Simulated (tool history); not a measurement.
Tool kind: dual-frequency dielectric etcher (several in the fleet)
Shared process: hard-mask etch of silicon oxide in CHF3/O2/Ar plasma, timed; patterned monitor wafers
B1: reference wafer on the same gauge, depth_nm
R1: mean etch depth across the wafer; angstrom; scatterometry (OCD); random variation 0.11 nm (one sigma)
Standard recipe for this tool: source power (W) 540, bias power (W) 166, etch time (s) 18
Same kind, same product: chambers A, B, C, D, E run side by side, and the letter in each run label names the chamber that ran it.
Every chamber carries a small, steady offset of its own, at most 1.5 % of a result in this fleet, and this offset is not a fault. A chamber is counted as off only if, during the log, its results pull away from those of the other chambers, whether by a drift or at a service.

run 1D hour=5.2 | source_power_(W)=540 bias_power_(W)=166 etch_time_(s)=18 | B1=35.790 | R1=335.99
run 2C hour=11.9 | source_power_(W)=540 bias_power_(W)=166 etch_time_(s)=18 | B1=35.795 | R1=334.56
run 3A hour=19.3 | source_power_(W)=540 bias_power_(W)=166 etch_time_(s)=18 | B1=35.783 | R1=327.21
run 4E hour=25.5 | source_power_(W)=540 bias_power_(W)=166 etch_time_(s)=18 | B1=35.790 | R1=334.40
run 5B hour=33.5 | source_power_(W)=540 bias_power_(W)=166 etch_time_(s)=18 | B1=35.797 | R1=329.91
run 6A hour=43.2 | source_power_(W)=540 bias_power_(W)=166 etch_time_(s)=18 | B1=35.775 | R1=327.88
run 7C hour=49.2 | source_power_(W)=540 bias_power_(W)=166 etch_time_(s)=14 | B1=35.793 | R1=260.84
run 8E hour=60.4 | source_power_(W)=540 bias_power_(W)=166 etch_time_(s)=14 | B1=35.809 | R1=259.83
run 9B hour=65.9 | source_power_(W)=540 bias_power_(W)=166 etch_time_(s)=14 | B1=35.803 | R1=258.01
run 10D hour=77.3 | source_power_(W)=540 bias_power_(W)=166 etch_time_(s)=14 | B1=35.784 | R1=260.47
run 11C hour=88.3 | source_power_(W)=540 bias_power_(W)=166 etch_time_(s)=14 | B1=35.798 | R1=258.90
run 12E hour=98.0 | source_power_(W)=540 bias_power_(W)=166 etch_time_(s)=18 | B1=35.812 | R1=333.03
run 13D hour=104.2 | source_power_(W)=540 bias_power_(W)=166 etch_time_(s)=18 | B1=35.801 | R1=333.90
run 14B hour=111.5 | source_power_(W)=540 bias_power_(W)=166 etch_time_(s)=18 | B1=35.788 | R1=330.43
run 15A hour=120.2 | source_power_(W)=540 bias_power_(W)=166 etch_time_(s)=18 | B1=35.777 | R1=329.01
run 16D hour=130.9 | source_power_(W)=540 bias_power_(W)=166 etch_time_(s)=18 | B1=35.810 | R1=336.30
run 17C hour=139.3 | source_power_(W)=540 bias_power_(W)=166 etch_time_(s)=18 | B1=35.789 | R1=334.66
run 18A hour=144.6 | source_power_(W)=540 bias_power_(W)=166 etch_time_(s)=18 | B1=35.783 | R1=328.67
run 19B hour=153.6 | source_power_(W)=540 bias_power_(W)=166 etch_time_(s)=18 | B1=35.774 | R1=328.83
run 20E hour=163.4 | source_power_(W)=540 bias_power_(W)=166 etch_time_(s)=18 | B1=35.799 | R1=332.36
-- hour=164.5 chamber B: bias power generator calibrated
run 21D hour=169.8 | source_power_(W)=540 bias_power_(W)=166 etch_time_(s)=18 | B1=35.791 | R1=333.91
run 22A hour=178.4 | source_power_(W)=540 bias_power_(W)=166 etch_time_(s)=18 | B1=35.811 | R1=329.11
run 23B hour=190.0 | source_power_(W)=540 bias_power_(W)=186 etch_time_(s)=23 | B1=35.803 | R1=439.68
run 24C hour=198.2 | source_power_(W)=540 bias_power_(W)=186 etch_time_(s)=23 | B1=35.813 | R1=444.59
run 25E hour=206.7 | source_power_(W)=540 bias_power_(W)=186 etch_time_(s)=23 | B1=35.835 | R1=439.14
run 26D hour=215.7 | source_power_(W)=540 bias_power_(W)=186 etch_time_(s)=23 | B1=35.823 | R1=442.16
-- hour=224.7 chamber C: wet clean of the chamber
run 27E hour=225.4 | source_power_(W)=540 bias_power_(W)=186 etch_time_(s)=23 | B1=35.840 | R1=441.44
run 28A hour=236.9 | source_power_(W)=540 bias_power_(W)=166 etch_time_(s)=18 | B1=35.796 | R1=330.01
run 29B hour=246.8 | source_power_(W)=540 bias_power_(W)=166 etch_time_(s)=18 | B1=35.816 | R1=329.45
run 30C hour=258.1 | source_power_(W)=540 bias_power_(W)=166 etch_time_(s)=18 | B1=35.803 | R1=334.87
run 31E hour=267.9 | source_power_(W)=540 bias_power_(W)=166 etch_time_(s)=18 | B1=35.804 | R1=333.07
run 32C hour=276.6 | source_power_(W)=540 bias_power_(W)=166 etch_time_(s)=18 | B1=35.820 | R1=334.20
run 33D hour=282.2 | source_power_(W)=540 bias_power_(W)=166 etch_time_(s)=18 | B1=35.806 | R1=334.30
run 34A hour=287.5 | source_power_(W)=540 bias_power_(W)=166 etch_time_(s)=18 | B1=35.829 | R1=328.40
run 35B hour=296.6 | source_power_(W)=540 bias_power_(W)=166 etch_time_(s)=18 | B1=35.811 | R1=329.09
run 36C hour=306.8 | source_power_(W)=540 bias_power_(W)=166 etch_time_(s)=18 | B1=35.773 | R1=334.00
run 37E hour=315.5 | source_power_(W)=540 bias_power_(W)=166 etch_time_(s)=18 | B1=35.801 | R1=333.19
run 38A hour=326.3 | source_power_(W)=540 bias_power_(W)=166 etch_time_(s)=18 | B1=35.818 | R1=328.93
run 39B hour=333.5 | source_power_(W)=540 bias_power_(W)=166 etch_time_(s)=18 | B1=35.823 | R1=329.11

Next, all 5 chambers run the settings below, one line each with question marks for the results. What does each chamber give?
run 40A hour=341.9 | source_power_(W)=540 bias_power_(W)=166 etch_time_(s)=18 | R1=?
run 40B hour=341.9 | source_power_(W)=540 bias_power_(W)=166 etch_time_(s)=18 | R1=?
run 40C hour=341.9 | source_power_(W)=540 bias_power_(W)=166 etch_time_(s)=18 | R1=?
run 40D hour=341.9 | source_power_(W)=540 bias_power_(W)=166 etch_time_(s)=18 | R1=?
run 40E hour=341.9 | source_power_(W)=540 bias_power_(W)=166 etch_time_(s)=18 | R1=?

run=40A R1=327.77
run=40B R1=331.67
run=40C R1=333.07
run=40D R1=332.30
run=40E R1=333.01
